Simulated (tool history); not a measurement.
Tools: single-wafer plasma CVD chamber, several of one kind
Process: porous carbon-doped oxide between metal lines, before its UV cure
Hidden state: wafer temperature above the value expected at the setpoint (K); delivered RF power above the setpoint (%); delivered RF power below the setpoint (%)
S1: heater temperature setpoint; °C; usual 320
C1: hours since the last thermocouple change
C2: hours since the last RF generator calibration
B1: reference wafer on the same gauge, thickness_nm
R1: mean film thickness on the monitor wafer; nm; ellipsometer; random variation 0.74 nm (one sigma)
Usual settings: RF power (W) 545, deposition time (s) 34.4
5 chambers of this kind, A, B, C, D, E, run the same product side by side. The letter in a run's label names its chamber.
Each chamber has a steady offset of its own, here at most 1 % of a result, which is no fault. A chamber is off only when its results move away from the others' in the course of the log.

run 1A day=0.104 | S1=320 RF_power_(W)=545 deposition_time_(s)=34.4 | C1=341.5 C2=68.1 | B1=173.06 | R1=176.60
run 2E day=0.250 | S1=320 RF_power_(W)=545 deposition_time_(s)=34.4 | C1=230.6 C2=1096.0 | B1=172.91 | R1=176.25
run 3C day=0.350 | S1=320 RF_power_(W)=545 deposition_time_(s)=34.4 | C1=1601.5 C2=2164.1 | B1=172.94 | R1=177.23
run 4B day=0.471 | S1=320 RF_power_(W)=545 deposition_time_(s)=34.4 | C1=582.9 C2=639.0 | B1=172.89 | R1=177.49
run 5D day=0.575 | S1=320 RF_power_(W)=545 deposition_time_(s)=34.4 | C1=243.2 C2=624.3 | B1=172.93 | R1=176.82
run 6B day=0.738 | S1=320 RF_power_(W)=545 deposition_time_(s)=34.4 | C1=589.3 C2=645.4 | B1=173.07 | R1=178.25
run 7A day=0.896 | S1=320 RF_power_(W)=545 deposition_time_(s)=34.4 | C1=360.5 C2=87.1 | B1=173.10 | R1=177.09
run 8C day=1.071 | S1=320 RF_power_(W)=545 deposition_time_(s)=34.4 | C1=1618.8 C2=2181.4 | B1=173.09 | R1=177.67
run 9E day=1.196 | S1=320 RF_power_(W)=545 deposition_time_(s)=34.4 | C1=253.3 C2=1118.7 | B1=173.06 | R1=177.04
run 10D day=1.354 | S1=320 RF_power_(W)=545 deposition_time_(s)=34.4 | C1=261.9 C2=643.0 | B1=173.04 | R1=174.43
run 11C day=1.517 | S1=320 RF_power_(W)=545 deposition_time_(s)=34.4 | C1=1629.5 C2=2192.1 | B1=173.14 | R1=176.32
run 12E day=1.712 | S1=313 RF_power_(W)=545 deposition_time_(s)=38.3 | C1=265.7 C2=1131.1 | B1=172.95 | R1=203.22
run 13D day=1.800 | S1=313 RF_power_(W)=545 deposition_time_(s)=38.3 | C1=272.6 C2=653.7 | B1=173.10 | R1=199.63
run 14A day=1.912 | S1=313 RF_power_(W)=545 deposition_time_(s)=38.3 | C1=384.9 C2=111.5 | B1=172.95 | R1=203.16
run 15B day=2.033 | S1=313 RF_power_(W)=545 deposition_time_(s)=38.3 | C1=620.4 C2=676.5 | B1=172.96 | R1=204.78
run 16B day=2.179 | S1=313 RF_power_(W)=545 deposition_time_(s)=38.3 | C1=623.9 C2=680.0 | B1=173.20 | R1=204.67
run 17A day=2.308 | S1=320 RF_power_(W)=545 deposition_time_(s)=34.4 | C1=394.4 C2=121.0 | B1=172.75 | R1=176.72
run 18E day=2.392 | S1=320 RF_power_(W)=545 deposition_time_(s)=34.4 | C1=282.0 C2=1147.4 | B1=173.03 | R1=176.38
run 19D day=2.533 | S1=320 RF_power_(W)=545 deposition_time_(s)=34.4 | C1=290.2 C2=671.3 | B1=172.86 | R1=172.81
run 20C day=2.658 | S1=320 RF_power_(W)=545 deposition_time_(s)=34.4 | C1=1656.9 C2=2219.5 | B1=172.96 | R1=177.24
run 21E day=2.788 | S1=320 RF_power_(W)=545 deposition_time_(s)=34.4 | C1=291.5 C2=1156.9 | B1=172.90 | R1=176.02
run 22C day=2.888 | S1=320 RF_power_(W)=545 deposition_time_(s)=34.4 | C1=1662.4 C2=2225.0 | B1=173.18 | R1=176.60
run 23B day=3.050 | S1=320 RF_power_(W)=545 deposition_time_(s)=34.4 | C1=644.8 C2=700.9 | B1=173.06 | R1=176.46
run 24A day=3.158 | S1=320 RF_power_(W)=545 deposition_time_(s)=34.4 | C1=414.8 C2=141.4 | B1=173.03 | R1=176.69
run 25D day=3.271 | S1=320 RF_power_(W)=545 deposition_time_(s)=34.4 | C1=307.9 C2=689.0 | B1=172.98 | R1=169.13
run 26A day=3.446 | S1=320 RF_power_(W)=545 deposition_time_(s)=34.4 | C1=421.7 C2=148.3 | B1=172.86 | R1=176.01
run 27B day=3.604 | S1=320 RF_power_(W)=545 deposition_time_(s)=34.4 | C1=658.1 C2=714.2 | B1=172.98 | R1=178.64
run 28D day=3.700 | S1=320 RF_power_(W)=545 deposition_time_(s)=34.4 | C1=318.2 C2=699.3 | B1=173.16 | R1=168.82
run 29E day=3.888 | S1=320 RF_power_(W)=545 deposition_time_(s)=34.4 | C1=317.9 C2=1183.3 | B1=173.24 | R1=176.65
run 30C day=3.992 | S1=320 RF_power_(W)=545 deposition_time_(s)=34.4 | C1=1688.9 C2=2251.5 | B1=173.18 | R1=178.01

What goes on in this fleet: one chamber off, a drifting gauge, or nothing beyond the chambers' own small offsets? Name the chamber and the cause, if any.

Chamber D drifts away from the others.
Cause: delivered RF power below the setpoint (%) = 7.33.

Here are 4 candidates for chamber D's next run, each the usual settings with a change, their results left as question marks. Which one brings its results back in line with what the others give on the usual settings?
In line means no further than this from the other chambers' mean on the usual settings: R1 2.60 nm
run 31D-1 day=4.129 | S1=323 RF_power_(W)=515 deposition_time_(s)=34.4 | R1=?
run 31D-2 day=4.129 | S1=319 RF_power_(W)=555 deposition_time_(s)=35.5 | R1=?
run 31D-3 day=4.129 | S1=320 RF_power_(W)=550 deposition_time_(s)=34.9 | R1=?
run 31D-4 day=4.129 | S1=320 RF_power_(W)=525 deposition_time_(s)=34.4 | R1=?

The other chambers' mean on the usual settings: R1 176.74 nm
run=31D-1 R1=159.58
run=31D-2 R1=176.12
run=31D-3 R1=171.36
run=31D-4 R1=163.97
31D-2 brings the chamber back in line.

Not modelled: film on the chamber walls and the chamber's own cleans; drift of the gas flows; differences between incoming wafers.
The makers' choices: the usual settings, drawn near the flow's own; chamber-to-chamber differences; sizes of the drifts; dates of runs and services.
